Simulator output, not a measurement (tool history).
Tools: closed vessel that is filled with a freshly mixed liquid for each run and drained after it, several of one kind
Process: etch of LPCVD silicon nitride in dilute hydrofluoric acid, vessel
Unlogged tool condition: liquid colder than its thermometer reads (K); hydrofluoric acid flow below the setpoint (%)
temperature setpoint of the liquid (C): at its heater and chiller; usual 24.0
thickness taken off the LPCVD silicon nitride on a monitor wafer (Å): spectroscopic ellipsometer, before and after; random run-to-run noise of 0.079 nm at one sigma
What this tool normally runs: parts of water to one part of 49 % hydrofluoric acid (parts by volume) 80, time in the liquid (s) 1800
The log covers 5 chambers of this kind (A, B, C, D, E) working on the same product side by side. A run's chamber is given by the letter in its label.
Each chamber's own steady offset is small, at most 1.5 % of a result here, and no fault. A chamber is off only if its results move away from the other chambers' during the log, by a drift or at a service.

run	day	temperature setpoint of the liquid (C)	parts of water to one part of 49 % hydrofluoric acid (parts by volume)	time in the liquid (s)	hours since the thermometer was replaced	hours since the hydrofluoric acid flow meter was replaced	read-back film thickness of the LPCVD silicon nitride reference wafer, read on the same gauge (nm)	thickness taken off the LPCVD silicon nitride on a monitor wafer (Å)
1E	0.396	24.0	80	1800	182.8	717.3	109.98	123.090
2A	0.800	24.0	80	1800	1404.7	573.4	109.98	120.130
3C	1.238	24.0	80	1800	673.6	345.9	109.97	122.850
4B	1.683	24.0	80	1800	1080.1	532.9	109.99	122.770
5D	2.171	24.0	80	1800	1546.3	424.7	110.01	122.580
6B	2.650	24.0	80	1800	1103.3	556.1	110.02	124.480
7C	3.067	28.5	50	1800	717.5	389.8	110.00	263.120
8E	3.571	28.5	50	1800	259.0	793.5	110.01	261.000
9D	4.112	28.5	50	1800	1592.9	471.3	110.01	259.670
10A	4.446	28.5	50	1800	1492.2	660.9	109.99	264.860
11A	4.954	28.5	50	1800	1504.4	673.1	110.00	262.750
12B	5.488	24.0	80	1800	1171.4	624.2	109.99	120.890
13C	5.742	24.0	80	1800	781.7	454.0	110.01	123.530
14E	6.158	21.0	110	1800	321.1	855.6	110.00	73.546
15D	6.421	21.0	110	1800	1648.3	526.7	110.00	73.331
16A	6.683	21.0	110	1800	1545.9	714.6	109.99	72.212
17B	6.971	21.0	110	1800	1207.0	659.8	109.99	72.881
18E	7.471	21.0	110	1800	352.6	887.1	110.02	73.498
19D	8.000	27.0	65	1800	1686.2	564.6	110.00	182.880
20C	8.267	27.0	65	1800	842.3	514.6	110.02	183.720
21D	8.621	27.0	65	1800	1701.1	579.5	109.98	183.340
22B	8.967	27.0	65	1800	1254.9	707.7	110.02	184.900
23A	9.517	27.0	65	1800	1613.9	782.6	110.00	176.920
24E	9.821	24.0	80	1800	409.0	943.5	110.00	123.260
25C	10.121	28.0	80	1800	886.8	559.1	110.01	162.170
26E	10.458	28.0	80	1800	424.3	958.8	110.00	159.280
27B	10.783	28.0	80	1800	1298.5	751.3	109.98	160.970
28D	11.075	28.0	80	1800	1760.0	638.4	109.99	157.520
29A	11.492	28.0	80	1800	1661.3	830.0	109.99	149.440
30C	11.875	24.0	80	1800	928.9	601.2	109.98	123.470
31C	12.188	24.0	80	1800	936.4	608.7	110.02	122.400
32E	12.504	24.0	80	1800	473.4	1007.9	109.99	123.630
# day 12.783: chamber D: thermometer replaced
33D	12.817	24.0	80	1800	0.8	680.2	109.97	122.130
34B	13.192	24.0	80	1800	1356.3	809.1	110.00	122.640
35A	13.546	24.0	55	2760	1710.6	879.3	110.02	252.220
36B	13.788	24.0	55	2760	1370.6	823.4	110.02	277.130
37D	14.075	24.0	55	2760	31.0	710.4	109.99	270.660

Read the log: is a single chamber off, either drifting away or since a service, is the gauge that measures every chamber drifting, or is nothing wrong beyond small per-chamber offsets? Name any odd chamber and what most likely caused it.

One chamber, A, drifts off from the rest bit by bit.
Likeliest cause: liquid colder than its thermometer reads (K) = 1.35.
The log may not tell that from: hydrofluoric acid flow below the setpoint (%).

Which of the 4 candidates below, each the usual settings with something changed and its results left as question marks, puts chamber A back in line with what the other chambers give on the usual settings?
To be in line, a result may differ from the other chambers' mean on the usual settings by at most: thickness taken off the LPCVD silicon nitride on a monitor wafer (Å) 2.700
38A-1	14.471	24.5	80	1935				?
38A-2	14.471	23.5	85	1800				?
38A-3	14.471	24.0	80	1715				?
38A-4	14.471	24.0	80	1870				?

The mean the other chambers reach with the usual settings: thickness taken off the LPCVD silicon nitride on a monitor wafer (Å) 122.940
run	thickness taken off the LPCVD silicon nitride on a monitor wafer (Å)
38A-1	123.920
38A-2	101.400
38A-3	106.210
38A-4	115.810
Change 38A-1 lands the chamber within the allowed miss of the other chambers.
